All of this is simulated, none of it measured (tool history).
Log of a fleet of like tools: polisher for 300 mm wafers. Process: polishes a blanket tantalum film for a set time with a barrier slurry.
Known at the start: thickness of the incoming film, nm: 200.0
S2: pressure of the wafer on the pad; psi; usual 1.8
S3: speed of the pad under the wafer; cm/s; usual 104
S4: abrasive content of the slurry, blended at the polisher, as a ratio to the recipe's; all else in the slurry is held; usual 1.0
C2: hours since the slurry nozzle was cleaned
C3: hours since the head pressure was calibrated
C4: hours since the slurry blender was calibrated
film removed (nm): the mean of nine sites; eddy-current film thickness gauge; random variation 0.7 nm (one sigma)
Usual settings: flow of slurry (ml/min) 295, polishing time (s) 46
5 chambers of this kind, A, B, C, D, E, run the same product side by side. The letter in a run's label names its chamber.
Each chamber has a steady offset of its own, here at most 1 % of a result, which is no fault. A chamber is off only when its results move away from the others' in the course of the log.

{"run": "1B", "day": 0.246, "flow of slurry (ml/min)": 295, "S2": 1.8, "S3": 104, "S4": 1.0, "polishing time (s)": 46, "wafers polished on this pad": 488, "C2": 565.5, "C3": 38.7, "C4": 100.4, "film removed (nm)": 73.245}
{"run": "2A", "day": 0.529, "flow of slurry (ml/min)": 295, "S2": 1.8, "S3": 104, "S4": 1.0, "polishing time (s)": 46, "wafers polished on this pad": 1123, "C2": 48.5, "C3": 483.0, "C4": 184.2, "film removed (nm)": 73.313}
{"day": 0.892, "done": "chamber E: worn pad replaced by a new one"}
{"run": "3C", "day": 0.921, "flow of slurry (ml/min)": 295, "S2": 1.8, "S3": 104, "S4": 1.0, "polishing time (s)": 46, "wafers polished on this pad": 358, "C2": 129.7, "C3": 343.8, "C4": 144.2, "film removed (nm)": 74.241}
{"day": 1.012, "done": "chamber A: worn pad replaced by a new one"}
{"day": 1.175, "done": "chamber D: worn pad replaced by a new one"}
{"run": "4E", "day": 1.362, "flow of slurry (ml/min)": 295, "S2": 1.8, "S3": 104, "S4": 1.0, "polishing time (s)": 46, "wafers polished on this pad": 72, "C2": 101.4, "C3": 90.2, "C4": 107.8, "film removed (nm)": 74.97}
{"day": 1.542, "done": "chamber B: worn pad replaced by a new one"}
{"run": "5D", "day": 1.683, "flow of slurry (ml/min)": 295, "S2": 1.8, "S3": 104, "S4": 1.0, "polishing time (s)": 46, "wafers polished on this pad": 78, "C2": 558.2, "C3": 747.3, "C4": 48.0, "film removed (nm)": 73.336}
{"run": "6D", "day": 2.092, "flow of slurry (ml/min)": 295, "S2": 1.8, "S3": 104, "S4": 1.0, "polishing time (s)": 46, "wafers polished on this pad": 141, "C2": 568.0, "C3": 757.1, "C4": 57.8, "film removed (nm)": 72.96}
{"run": "7E", "day": 2.533, "flow of slurry (ml/min)": 295, "S2": 1.8, "S3": 104, "S4": 1.0, "polishing time (s)": 46, "wafers polished on this pad": 252, "C2": 129.5, "C3": 118.3, "C4": 135.9, "film removed (nm)": 73.712}
{"run": "8C", "day": 2.833, "flow of slurry (ml/min)": 295, "S2": 1.8, "S3": 104, "S4": 1.0, "polishing time (s)": 46, "wafers polished on this pad": 652, "C2": 175.6, "C3": 389.7, "C4": 190.1, "film removed (nm)": 73.497}
{"run": "9B", "day": 3.071, "flow of slurry (ml/min)": 295, "S2": 1.8, "S3": 104, "S4": 1.0, "polishing time (s)": 46, "wafers polished on this pad": 234, "C2": 633.3, "C3": 106.5, "C4": 168.2, "film removed (nm)": 74.313}
{"run": "10A", "day": 3.433, "flow of slurry (ml/min)": 295, "S2": 1.8, "S3": 104, "S4": 1.0, "polishing time (s)": 46, "wafers polished on this pad": 372, "C2": 118.2, "C3": 552.7, "C4": 253.9, "film removed (nm)": 73.759}
{"run": "11B", "day": 3.85, "flow of slurry (ml/min)": 295, "S2": 1.8, "S3": 104, "S4": 1.0, "polishing time (s)": 46, "wafers polished on this pad": 354, "C2": 652.0, "C3": 125.2, "C4": 186.9, "film removed (nm)": 73.725}
{"run": "12C", "day": 4.083, "flow of slurry (ml/min)": 295, "S2": 1.8, "S3": 104, "S4": 1.0, "polishing time (s)": 46, "wafers polished on this pad": 844, "C2": 205.6, "C3": 419.7, "C4": 220.1, "film removed (nm)": 74.14}
{"day": 4.088, "done": "chamber C: worn pad replaced by a new one"}
{"run": "13E", "day": 4.562, "flow of slurry (ml/min)": 295, "S2": 1.8, "S3": 104, "S4": 1.0, "polishing time (s)": 46, "wafers polished on this pad": 564, "C2": 178.2, "C3": 167.0, "C4": 184.6, "film removed (nm)": 74.042}
{"run": "14A", "day": 4.846, "flow of slurry (ml/min)": 295, "S2": 1.8, "S3": 104, "S4": 1.0, "polishing time (s)": 46, "wafers polished on this pad": 588, "C2": 152.1, "C3": 586.6, "C4": 287.8, "film removed (nm)": 73.558}
{"run": "15D", "day": 5.138, "flow of slurry (ml/min)": 295, "S2": 1.8, "S3": 104, "S4": 1.0, "polishing time (s)": 46, "wafers polished on this pad": 608, "C2": 641.1, "C3": 830.2, "C4": 130.9, "film removed (nm)": 74.292}
{"day": 5.492, "done": "chamber D: worn pad replaced by a new one"}
{"run": "16D", "day": 5.588, "flow of slurry (ml/min)": 295, "S2": 1.8, "S3": 104, "S4": 1.0, "polishing time (s)": 46, "wafers polished on this pad": 15, "C2": 651.9, "C3": 841.0, "C4": 141.7, "film removed (nm)": 73.004}
{"day": 5.742, "done": "chamber E: worn pad replaced by a new one"}
{"day": 5.879, "done": "chamber B: worn pad replaced by a new one"}
{"run": "17A", "day": 5.962, "flow of slurry (ml/min)": 295, "S2": 1.8, "S3": 104, "S4": 1.0, "polishing time (s)": 46, "wafers polished on this pad": 760, "C2": 178.9, "C3": 613.4, "C4": 314.6, "film removed (nm)": 71.816}
{"run": "18E", "day": 6.425, "flow of slurry (ml/min)": 295, "S2": 1.8, "S3": 104, "S4": 1.0, "polishing time (s)": 46, "wafers polished on this pad": 105, "C2": 222.9, "C3": 211.7, "C4": 229.3, "film removed (nm)": 73.19}
{"run": "19C", "day": 6.808, "flow of slurry (ml/min)": 295, "S2": 1.8, "S3": 104, "S4": 1.0, "polishing time (s)": 46, "wafers polished on this pad": 418, "C2": 271.0, "C3": 485.1, "C4": 285.5, "film removed (nm)": 74.838}
{"run": "20B", "day": 7.242, "flow of slurry (ml/min)": 295, "S2": 1.8, "S3": 104, "S4": 1.0, "polishing time (s)": 46, "wafers polished on this pad": 209, "C2": 733.4, "C3": 206.6, "C4": 268.3, "film removed (nm)": 74.463}
{"run": "21C", "day": 7.608, "flow of slurry (ml/min)": 295, "S2": 1.8, "S3": 104, "S4": 1.0, "polishing time (s)": 46, "wafers polished on this pad": 541, "C2": 290.2, "C3": 504.3, "C4": 304.7, "film removed (nm)": 73.622}
{"day": 7.612, "done": "chamber D: head pressure recalibrated"}
{"day": 7.762, "done": "chamber A: worn pad replaced by a new one"}
{"run": "22A", "day": 7.946, "flow of slurry (ml/min)": 295, "S2": 1.8, "S3": 104, "S4": 1.0, "polishing time (s)": 46, "wafers polished on this pad": 28, "C2": 226.5, "C3": 661.0, "C4": 362.2, "film removed (nm)": 72.493}
{"run": "23E", "day": 8.192, "flow of slurry (ml/min)": 295, "S2": 1.8, "S3": 104, "S4": 1.0, "polishing time (s)": 46, "wafers polished on this pad": 376, "C2": 265.3, "C3": 254.1, "C4": 271.7, "film removed (nm)": 73.102}
{"day": 8.542, "done": "chamber D: slurry nozzle cleaned"}
{"run": "24B", "day": 8.596, "flow of slurry (ml/min)": 295, "S2": 1.8, "S3": 104, "S4": 1.0, "polishing time (s)": 46, "wafers polished on this pad": 417, "C2": 765.9, "C3": 239.1, "C4": 300.8, "film removed (nm)": 73.644}
{"day": 8.688, "done": "chamber D: slurry blender recalibrated"}
{"run": "25D", "day": 9.042, "flow of slurry (ml/min)": 295, "S2": 1.8, "S3": 104, "S4": 1.0, "polishing time (s)": 46, "wafers polished on this pad": 545, "C2": 12.0, "C3": 34.3, "C4": 8.5, "film removed (nm)": 73.017}
{"run": "26D", "day": 9.292, "flow of slurry (ml/min)": 295, "S2": 1.8, "S3": 104, "S4": 1.0, "polishing time (s)": 46, "wafers polished on this pad": 583, "C2": 18.0, "C3": 40.3, "C4": 14.5, "film removed (nm)": 74.114}
{"day": 9.558, "done": "chamber B: worn pad replaced by a new one"}
{"day": 9.675, "done": "chamber A: slurry blender recalibrated"}
{"run": "27C", "day": 9.688, "flow of slurry (ml/min)": 295, "S2": 1.8, "S3": 104, "S4": 1.1, "polishing time (s)": 46, "wafers polished on this pad": 860, "C2": 340.1, "C3": 554.2, "C4": 354.6, "film removed (nm)": 75.787}
{"run": "28A", "day": 9.967, "flow of slurry (ml/min)": 295, "S2": 1.8, "S3": 104, "S4": 1.1, "polishing time (s)": 46, "wafers polished on this pad": 338, "C2": 275.0, "C3": 709.5, "C4": 7.1, "film removed (nm)": 76.342}
{"day": 10.046, "done": "chamber D: worn pad replaced by a new one"}
{"run": "29B", "day": 10.383, "flow of slurry (ml/min)": 295, "S2": 1.8, "S3": 104, "S4": 1.1, "polishing time (s)": 46, "wafers polished on this pad": 127, "C2": 808.8, "C3": 282.0, "C4": 343.7, "film removed (nm)": 75.92}
{"day": 10.425, "done": "chamber C: worn pad replaced by a new one"}
{"day": 10.662, "done": "chamber E: worn pad replaced by a new one"}
{"run": "30E", "day": 10.779, "flow of slurry (ml/min)": 295, "S2": 1.8, "S3": 104, "S4": 1.1, "polishing time (s)": 46, "wafers polished on this pad": 18, "C2": 327.4, "C3": 316.2, "C4": 333.8, "film removed (nm)": 72.329}
{"run": "31C", "day": 11.133, "flow of slurry (ml/min)": 295, "S2": 1.8, "S3": 104, "S4": 1.1, "polishing time (s)": 46, "wafers polished on this pad": 108, "C2": 374.8, "C3": 588.9, "C4": 389.3, "film removed (nm)": 75.543}
{"day": 11.238, "done": "chamber B: slurry blender recalibrated"}
{"day": 11.325, "done": "chamber C: slurry blender recalibrated"}
{"run": "32A", "day": 11.608, "flow of slurry (ml/min)": 295, "S2": 1.8, "S3": 104, "S4": 1.0, "polishing time (s)": 46, "wafers polished on this pad": 590, "C2": 314.4, "C3": 748.9, "C4": 46.5, "film removed (nm)": 74.114}
{"run": "33D", "day": 11.996, "flow of slurry (ml/min)": 295, "S2": 1.8, "S3": 104, "S4": 1.0, "polishing time (s)": 46, "wafers polished on this pad": 299, "C2": 82.9, "C3": 105.2, "C4": 79.4, "film removed (nm)": 72.657}
{"run": "34E", "day": 12.371, "flow of slurry (ml/min)": 295, "S2": 1.8, "S3": 104, "S4": 1.0, "polishing time (s)": 46, "wafers polished on this pad": 262, "C2": 365.6, "C3": 354.4, "C4": 372.0, "film removed (nm)": 70.853}
{"run": "35B", "day": 12.642, "flow of slurry (ml/min)": 295, "S2": 1.8, "S3": 104, "S4": 1.0, "polishing time (s)": 46, "wafers polished on this pad": 473, "C2": 863.0, "C3": 336.2, "C4": 33.8, "film removed (nm)": 73.77}
{"run": "36B", "day": 12.858, "flow of slurry (ml/min)": 295, "S2": 1.8, "S3": 104, "S4": 1.0, "polishing time (s)": 46, "wafers polished on this pad": 507, "C2": 868.2, "C3": 341.4, "C4": 39.0, "film removed (nm)": 74.263}
{"run": "37C", "day": 13.333, "flow of slurry (ml/min)": 295, "S2": 1.8, "S3": 104, "S4": 1.0, "polishing time (s)": 46, "wafers polished on this pad": 446, "C2": 427.6, "C3": 641.7, "C4": 48.2, "film removed (nm)": 74.56}
{"run": "38E", "day": 13.658, "flow of slurry (ml/min)": 295, "S2": 1.8, "S3": 104, "S4": 1.0, "polishing time (s)": 46, "wafers polished on this pad": 460, "C2": 396.5, "C3": 385.3, "C4": 402.9, "film removed (nm)": 69.65}
{"day": 13.692, "done": "chamber D: worn pad replaced by a new one"}
{"day": 13.7, "done": "chamber B: worn pad replaced by a new one"}
{"run": "39A", "day": 14.0, "flow of slurry (ml/min)": 295, "S2": 1.8, "S3": 104, "S4": 1.0, "polishing time (s)": 46, "wafers polished on this pad": 957, "C2": 371.8, "C3": 806.3, "C4": 103.9, "film removed (nm)": 74.04}
{"run": "40D", "day": 14.221, "flow of slurry (ml/min)": 295, "S2": 1.8, "S3": 104, "S4": 1.0, "polishing time (s)": 46, "wafers polished on this pad": 81, "C2": 136.3, "C3": 158.6, "C4": 132.8, "film removed (nm)": 74.615}
{"run": "41B", "day": 14.542, "flow of slurry (ml/min)": 295, "S2": 1.8, "S3": 104, "S4": 1.0, "polishing time (s)": 46, "wafers polished on this pad": 129, "C2": 908.6, "C3": 381.8, "C4": 79.4, "film removed (nm)": 73.79}
{"run": "42C", "day": 14.888, "flow of slurry (ml/min)": 295, "S2": 1.8, "S3": 104, "S4": 1.0, "polishing time (s)": 46, "wafers polished on this pad": 685, "C2": 464.9, "C3": 679.0, "C4": 85.5, "film removed (nm)": 75.109}

What goes on in this fleet: one chamber off, a drifting gauge, or nothing beyond the chambers' own small offsets? Name the chamber and the cause, if any.

Chamber E drifts away from the others.
Cause: abrasive missing from the slurry, % = 21.9.
The log may not tell that from: head's pressure below its setpoint, %.

Here are 4 candidates for chamber E's next run, each the usual settings with a change, their results left as question marks. Which one brings its results back in line with what the others give on the usual settings?
In line means no further than this from the other chambers' mean on the usual settings: film removed (nm) 2.400
{"run": "43E-1", "day": 15.238, "flow of slurry (ml/min)": 295, "S2": 1.8, "S3": 104, "S4": 1.3, "polishing time (s)": 46, "film removed (nm)": "?"}
{"run": "43E-2", "day": 15.238, "flow of slurry (ml/min)": 295, "S2": 1.8, "S3": 96, "S4": 1.0, "polishing time (s)": 46, "film removed (nm)": "?"}
{"run": "43E-3", "day": 15.238, "flow of slurry (ml/min)": 295, "S2": 1.7, "S3": 104, "S4": 1.0, "polishing time (s)": 42, "film removed (nm)": "?"}
{"run": "43E-4", "day": 15.238, "flow of slurry (ml/min)": 300, "S2": 1.8, "S3": 118, "S4": 1.05, "polishing time (s)": 46, "film removed (nm)": "?"}

The other chambers' mean on the usual settings: film removed (nm) 73.876
run=43E-1 film_removed_(nm)=74.500
run=43E-2 film_removed_(nm)=63.350
run=43E-3 film_removed_(nm)=59.162
run=43E-4 film_removed_(nm)=79.383
43E-1 brings the chamber back in line.

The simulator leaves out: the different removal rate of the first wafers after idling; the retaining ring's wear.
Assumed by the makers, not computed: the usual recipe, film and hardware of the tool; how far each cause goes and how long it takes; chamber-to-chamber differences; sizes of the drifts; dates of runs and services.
